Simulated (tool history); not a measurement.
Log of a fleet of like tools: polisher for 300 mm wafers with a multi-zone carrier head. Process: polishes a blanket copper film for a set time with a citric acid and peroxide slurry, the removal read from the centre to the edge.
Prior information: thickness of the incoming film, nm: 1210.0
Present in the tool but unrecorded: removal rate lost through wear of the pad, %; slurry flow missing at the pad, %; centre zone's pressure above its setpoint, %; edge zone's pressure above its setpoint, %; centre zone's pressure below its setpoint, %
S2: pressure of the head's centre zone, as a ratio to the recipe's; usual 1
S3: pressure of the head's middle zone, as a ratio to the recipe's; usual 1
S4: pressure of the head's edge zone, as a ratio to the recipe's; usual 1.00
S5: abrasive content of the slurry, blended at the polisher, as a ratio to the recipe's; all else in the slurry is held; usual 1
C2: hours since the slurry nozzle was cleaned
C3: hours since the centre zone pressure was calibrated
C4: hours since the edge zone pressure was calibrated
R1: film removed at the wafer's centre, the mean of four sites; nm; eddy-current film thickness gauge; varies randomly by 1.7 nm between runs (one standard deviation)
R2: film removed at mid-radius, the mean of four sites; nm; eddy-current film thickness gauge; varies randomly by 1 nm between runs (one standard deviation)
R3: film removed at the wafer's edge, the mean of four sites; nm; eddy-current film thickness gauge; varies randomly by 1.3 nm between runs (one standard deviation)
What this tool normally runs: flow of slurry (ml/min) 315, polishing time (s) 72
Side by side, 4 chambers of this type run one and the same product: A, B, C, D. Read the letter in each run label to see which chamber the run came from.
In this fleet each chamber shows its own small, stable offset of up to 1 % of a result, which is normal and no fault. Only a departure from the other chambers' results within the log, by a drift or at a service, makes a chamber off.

run 1B hour=7.3 | flow_of_slurry_(ml/min)=315 S2=1 S3=1 S4=1.00 S5=1 polishing_time_(s)=72 | wafers_polished_on_this_pad=235 C2=158.2 C3=1333.8 C4=70.2 | R1=129.68 R2=132.01 R3=135.48
run 2D hour=17.7 | flow_of_slurry_(ml/min)=315 S2=1 S3=1 S4=1.00 S5=1 polishing_time_(s)=72 | wafers_polished_on_this_pad=556 C2=649.2 C3=99.6 C4=354.4 | R1=131.44 R2=129.03 R3=129.98
run 3C hour=24.9 | flow_of_slurry_(ml/min)=315 S2=1 S3=1 S4=1.00 S5=1 polishing_time_(s)=72 | wafers_polished_on_this_pad=1284 C2=173.3 C3=1279.1 C4=102.5 | R1=132.88 R2=129.94 R3=130.51
run 4A hour=40.3 | flow_of_slurry_(ml/min)=315 S2=1 S3=1 S4=1.00 S5=1 polishing_time_(s)=72 | wafers_polished_on_this_pad=658 C2=208.8 C3=352.9 C4=217.3 | R1=127.75 R2=132.56 R3=132.18
run 5D hour=50.8 | flow_of_slurry_(ml/min)=315 S2=1 S3=1 S4=0.93 S5=1 polishing_time_(s)=82 | wafers_polished_on_this_pad=909 C2=682.3 C3=132.7 C4=387.5 | R1=146.56 R2=149.66 R3=142.42
-- hour=51.1 chamber A: worn pad replaced by a new one
-- hour=58.2 chamber D: slurry nozzle cleaned
-- hour=61.3 chamber A: slurry nozzle cleaned
run 6C hour=64.5 | flow_of_slurry_(ml/min)=315 S2=1 S3=1 S4=0.93 S5=1 polishing_time_(s)=82 | wafers_polished_on_this_pad=1707 C2=212.9 C3=1318.7 C4=142.1 | R1=143.99 R2=150.59 R3=141.94
-- hour=69.9 chamber B: centre zone pressure recalibrated
run 7B hour=79.5 | flow_of_slurry_(ml/min)=315 S2=1 S3=1 S4=0.93 S5=1 polishing_time_(s)=82 | wafers_polished_on_this_pad=1004 C2=230.4 C3=9.7 C4=142.4 | R1=151.82 R2=150.20 R3=144.31
-- hour=83.0 chamber C: centre zone pressure recalibrated
-- hour=84.1 chamber D: worn pad replaced by a new one
-- hour=84.6 chamber B: worn pad replaced by a new one
run 8A hour=94.8 | flow_of_slurry_(ml/min)=315 S2=1 S3=1 S4=0.93 S5=1 polishing_time_(s)=82 | wafers_polished_on_this_pad=465 C2=33.6 C3=407.4 C4=271.8 | R1=145.16 R2=150.62 R3=145.54
run 9B hour=107.4 | flow_of_slurry_(ml/min)=315 S2=1 S3=1 S4=1.00 S5=1 polishing_time_(s)=72 | wafers_polished_on_this_pad=243 C2=258.3 C3=37.6 C4=170.3 | R1=133.74 R2=129.76 R3=130.26
run 10C hour=114.8 | flow_of_slurry_(ml/min)=315 S2=1 S3=1 S4=1.00 S5=1 polishing_time_(s)=72 | wafers_polished_on_this_pad=2243 C2=263.2 C3=31.8 C4=192.4 | R1=132.27 R2=130.73 R3=130.75
-- hour=119.8 chamber A: worn pad replaced by a new one
run 11D hour=129.6 | flow_of_slurry_(ml/min)=315 S2=1 S3=1 S4=1.00 S5=1 polishing_time_(s)=72 | wafers_polished_on_this_pad=485 C2=71.4 C3=211.5 C4=466.3 | R1=131.90 R2=129.99 R3=131.10
run 12A hour=143.5 | flow_of_slurry_(ml/min)=315 S2=1 S3=1 S4=1.00 S5=1 polishing_time_(s)=72 | wafers_polished_on_this_pad=253 C2=82.3 C3=456.1 C4=320.5 | R1=131.40 R2=132.08 R3=133.72
run 13A hour=153.8 | flow_of_slurry_(ml/min)=315 S2=1 S3=1 S4=1.00 S5=1 polishing_time_(s)=72 | wafers_polished_on_this_pad=362 C2=92.6 C3=466.4 C4=330.8 | R1=129.61 R2=129.79 R3=130.52
run 14C hour=160.8 | flow_of_slurry_(ml/min)=315 S2=1 S3=1 S4=1.00 S5=1 polishing_time_(s)=72 | wafers_polished_on_this_pad=2733 C2=309.2 C3=77.8 C4=238.4 | R1=125.86 R2=128.74 R3=126.84
-- hour=172.6 chamber B: worn pad replaced by a new one
run 15B hour=172.6 | flow_of_slurry_(ml/min)=315 S2=1 S3=1 S4=1.00 S5=1 polishing_time_(s)=72 | wafers_polished_on_this_pad=0 C2=323.5 C3=102.8 C4=235.5 | R1=129.55 R2=132.33 R3=131.89
run 16D hour=179.5 | flow_of_slurry_(ml/min)=315 S2=1 S3=1 S4=1.00 S5=1 polishing_time_(s)=72 | wafers_polished_on_this_pad=1017 C2=121.3 C3=261.4 C4=516.2 | R1=132.72 R2=131.32 R3=129.29
-- hour=187.7 chamber A: worn pad replaced by a new one
-- hour=193.0 chamber A: centre zone pressure recalibrated
run 17D hour=194.3 | flow_of_slurry_(ml/min)=315 S2=1 S3=1 S4=1.00 S5=1 polishing_time_(s)=72 | wafers_polished_on_this_pad=1175 C2=136.1 C3=276.2 C4=531.0 | R1=130.61 R2=131.47 R3=129.61
run 18B hour=201.8 | flow_of_slurry_(ml/min)=315 S2=1 S3=1 S4=1.00 S5=1 polishing_time_(s)=72 | wafers_polished_on_this_pad=311 C2=352.7 C3=132.0 C4=264.7 | R1=132.83 R2=132.04 R3=131.68
run 19A hour=210.4 | flow_of_slurry_(ml/min)=315 S2=1 S3=1 S4=1.00 S5=1 polishing_time_(s)=72 | wafers_polished_on_this_pad=242 C2=149.2 C3=17.5 C4=387.4 | R1=130.77 R2=132.00 R3=131.36
-- hour=216.5 chamber B: edge zone pressure recalibrated
run 20C hour=224.1 | flow_of_slurry_(ml/min)=315 S2=1 S3=1 S4=1.00 S5=1 polishing_time_(s)=72 | wafers_polished_on_this_pad=3408 C2=372.5 C3=141.1 C4=301.7 | R1=123.70 R2=122.82 R3=122.69
run 21B hour=232.0 | flow_of_slurry_(ml/min)=260 S2=1 S3=1 S4=1.00 S5=1 polishing_time_(s)=72 | wafers_polished_on_this_pad=633 C2=382.9 C3=162.2 C4=15.6 | R1=129.41 R2=129.22 R3=130.17
-- hour=232.3 chamber D: worn pad replaced by a new one
run 22C hour=238.8 | flow_of_slurry_(ml/min)=260 S2=1 S3=1 S4=1.00 S5=1 polishing_time_(s)=72 | wafers_polished_on_this_pad=3565 C2=387.2 C3=155.8 C4=316.4 | R1=120.89 R2=120.14 R3=119.04
run 23A hour=253.7 | flow_of_slurry_(ml/min)=260 S2=1 S3=1 S4=1.00 S5=1 polishing_time_(s)=72 | wafers_polished_on_this_pad=704 C2=192.5 C3=60.8 C4=430.7 | R1=123.16 R2=127.58 R3=129.90
-- hour=262.1 chamber A: worn pad replaced by a new one
run 24D hour=264.6 | flow_of_slurry_(ml/min)=260 S2=1 S3=1 S4=1.00 S5=1 polishing_time_(s)=72 | wafers_polished_on_this_pad=345 C2=206.4 C3=346.5 C4=601.3 | R1=126.20 R2=127.44 R3=129.22
run 25D hour=272.3 | flow_of_slurry_(ml/min)=315 S2=1 S3=1 S4=1.00 S5=1 polishing_time_(s)=72 | wafers_polished_on_this_pad=427 C2=214.1 C3=354.2 C4=609.0 | R1=133.57 R2=130.71 R3=130.39
run 26A hour=280.1 | flow_of_slurry_(ml/min)=315 S2=1 S3=1 S4=1.00 S5=1 polishing_time_(s)=72 | wafers_polished_on_this_pad=192 C2=218.9 C3=87.2 C4=457.1 | R1=130.79 R2=131.50 R3=132.36

Which is it: a chamber that has drifted or been left off by a service, a gauge drift common to all chambers, or only each chamber's usual small offset? If a chamber is off, name it and its likeliest cause.

One chamber, C, drifts off from the rest bit by bit.
Cause: removal rate lost through wear of the pad, % = 9.48.

Below are 4 candidate recipes for chamber C's next run, each the usual settings with a change, their results shown as question marks. Which of them brings C's results back in line with what the other chambers give on the usual settings?
Maximum distance from the other chambers' mean on the usual settings for a result to count as in line: R1 5.900 nm; R2 3.600 nm; R3 4.600 nm
run 27C-1 hour=291.2 | flow_of_slurry_(ml/min)=315 S2=1.00 S3=1.00 S4=0.99 S5=1.00 polishing_time_(s)=65 | R1=? R2=? R3=?
run 27C-2 hour=291.2 | flow_of_slurry_(ml/min)=310 S2=1.01 S3=1.01 S4=0.98 S5=0.95 polishing_time_(s)=59 | R1=? R2=? R3=?
run 27C-3 hour=291.2 | flow_of_slurry_(ml/min)=315 S2=1.00 S3=1.00 S4=1.01 S5=1.00 polishing_time_(s)=79 | R1=? R2=? R3=?
run 27C-4 hour=291.2 | flow_of_slurry_(ml/min)=320 S2=0.99 S3=0.99 S4=1.02 S5=1.05 polishing_time_(s)=87 | R1=? R2=? R3=?

The mean the other chambers reach with the usual settings: R1 130.460 nm; R2 131.190 nm; R3 131.550 nm
run=27C-1 R1=107.320 R2=107.570 R3=105.990
run=27C-2 R1=97.287 R2=97.343 R3=94.542
run=27C-3 R1=130.430 R2=130.740 R3=130.190
run=27C-4 R1=143.730 R2=144.340 R3=145.810
The right change is 27C-3: it brings the chamber back within the allowed miss of the others.

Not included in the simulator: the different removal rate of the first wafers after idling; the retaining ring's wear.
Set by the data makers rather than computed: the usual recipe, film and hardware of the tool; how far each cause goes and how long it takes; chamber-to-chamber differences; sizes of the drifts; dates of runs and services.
